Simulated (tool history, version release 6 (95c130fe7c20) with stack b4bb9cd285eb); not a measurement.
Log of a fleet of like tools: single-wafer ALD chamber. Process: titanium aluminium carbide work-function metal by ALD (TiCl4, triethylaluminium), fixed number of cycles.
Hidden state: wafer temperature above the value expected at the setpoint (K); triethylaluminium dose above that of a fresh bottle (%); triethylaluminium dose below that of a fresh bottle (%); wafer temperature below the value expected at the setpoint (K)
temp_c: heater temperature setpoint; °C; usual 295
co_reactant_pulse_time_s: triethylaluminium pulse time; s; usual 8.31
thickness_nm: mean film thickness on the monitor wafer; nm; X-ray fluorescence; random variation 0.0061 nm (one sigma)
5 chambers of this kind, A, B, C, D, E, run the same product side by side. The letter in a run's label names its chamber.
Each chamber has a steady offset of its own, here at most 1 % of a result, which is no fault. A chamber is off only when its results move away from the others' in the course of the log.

| run | hour | temp_c | co_reactant_pulse_time_s | hours since the last thermocouple change | hours since the last triethylaluminium bottle change | read-back reference wafer on the same gauge, thickness_nm | thickness_nm |
|---|---|---|---|---|---|---|---|
| 1D | 3.5 | 295 | 8.31 | 774.9 | 135.3 | 1.9607 | 1.9114 |
| 2B | 6.4 | 295 | 8.31 | 498.5 | 493.5 | 1.9587 | 1.8981 |
| 3A | 9.3 | 295 | 8.31 | 1029.3 | 820.3 | 1.9608 | 1.9164 |
| 4E | 11.8 | 295 | 8.31 | 1390.5 | 698.4 | 1.9598 | 1.8933 |
| 5C | 16.3 | 295 | 8.31 | 1459.6 | 109.8 | 1.9599 | 1.9061 |
| 6C | 20.5 | 295 | 8.31 | 1463.8 | 114.0 | 1.9594 | 1.9175 |
| 7A | 25.4 | 295 | 8.31 | 1045.4 | 836.4 | 1.9611 | 1.9346 |
| 8D | 30.4 | 295 | 8.31 | 801.8 | 162.2 | 1.9588 | 1.9105 |
| 9B | 33.0 | 295 | 8.31 | 525.1 | 520.1 | 1.9602 | 1.9198 |
| 10E | 36.6 | 295 | 7.28 | 1415.3 | 723.2 | 1.9615 | 1.8389 |
| 11A | 41.1 | 295 | 7.28 | 1061.1 | 852.1 | 1.9608 | 1.8841 |
| 12C | 43.7 | 295 | 7.28 | 1487.0 | 137.2 | 1.9587 | 1.8602 |
|  | 43.8 | chamber B: triethylaluminium bottle replaced |
| 13D | 47.7 | 295 | 7.28 | 819.1 | 179.5 | 1.9605 | 1.8527 |
| 14E | 51.1 | 295 | 7.28 | 1429.8 | 737.7 | 1.9591 | 1.8392 |
| 15B | 54.4 | 303 | 10.71 | 546.5 | 10.6 | 1.9594 | 2.0478 |
| 16C | 59.4 | 303 | 10.71 | 1502.7 | 152.9 | 1.9593 | 2.0657 |
| 17D | 63.3 | 303 | 10.71 | 834.7 | 195.1 | 1.9595 | 2.0250 |
| 18E | 68.1 | 303 | 10.71 | 1446.8 | 754.7 | 1.9590 | 2.0265 |
| 19A | 71.3 | 303 | 10.71 | 1091.3 | 882.3 | 1.9599 | 2.0667 |
| 20B | 75.2 | 295 | 8.31 | 567.3 | 31.4 | 1.9594 | 1.9234 |
| 21C | 79.5 | 295 | 8.31 | 1522.8 | 173.0 | 1.9593 | 1.9172 |
| 22D | 84.5 | 295 | 8.31 | 855.9 | 216.3 | 1.9611 | 1.8966 |
| 23B | 88.7 | 295 | 8.31 | 580.8 | 44.9 | 1.9598 | 1.9132 |
| 24E | 91.9 | 295 | 8.31 | 1470.6 | 778.5 | 1.9615 | 1.8838 |
| 25A | 96.3 | 281 | 8.31 | 1116.3 | 907.3 | 1.9607 | 1.8090 |
| 26E | 99.7 | 281 | 8.31 | 1478.4 | 786.3 | 1.9585 | 1.7699 |
| 27D | 103.5 | 281 | 8.31 | 874.9 | 235.3 | 1.9611 | 1.7598 |
|  | 105.5 | chamber C: thermocouple changed; heater temperature recalibrated |
| 28A | 108.2 | 281 | 8.31 | 1128.2 | 919.2 | 1.9610 | 1.8212 |
| 29B | 113.2 | 281 | 8.31 | 605.3 | 69.4 | 1.9598 | 1.7862 |
| 30C | 118.0 | 295 | 8.31 | 12.6 | 211.5 | 1.9591 | 1.9209 |
| 31C | 122.3 | 295 | 8.31 | 16.9 | 215.8 | 1.9610 | 1.9072 |
| 32E | 125.8 | 295 | 8.31 | 1504.5 | 812.4 | 1.9577 | 1.8840 |
| 33D | 128.8 | 289 | 8.31 | 900.2 | 260.6 | 1.9607 | 1.8257 |
| 34B | 131.1 | 289 | 8.31 | 623.2 | 87.3 | 1.9581 | 1.8662 |
| 35A | 134.4 | 289 | 8.31 | 1154.4 | 945.4 | 1.9611 | 1.8759 |
| 36A | 138.9 | 289 | 8.31 | 1158.9 | 949.9 | 1.9598 | 1.8793 |
| 37D | 143.1 | 289 | 8.31 | 914.5 | 274.9 | 1.9610 | 1.8170 |

Next, every chamber runs the same settings. What will each give?
| 38A | 146.8 | 295 | 11.35 |  |  |  | ? |
| 38B | 146.8 | 295 | 11.35 |  |  |  | ? |
| 38C | 146.8 | 295 | 11.35 |  |  |  | ? |
| 38D | 146.8 | 295 | 11.35 |  |  |  | ? |
| 38E | 146.8 | 295 | 11.35 |  |  |  | ? |

| run | thickness_nm |
|---|---|
| 38A | 2.0000 |
| 38B | 1.9918 |
| 38C | 1.9969 |
| 38D | 1.9312 |
| 38E | 1.9659 |

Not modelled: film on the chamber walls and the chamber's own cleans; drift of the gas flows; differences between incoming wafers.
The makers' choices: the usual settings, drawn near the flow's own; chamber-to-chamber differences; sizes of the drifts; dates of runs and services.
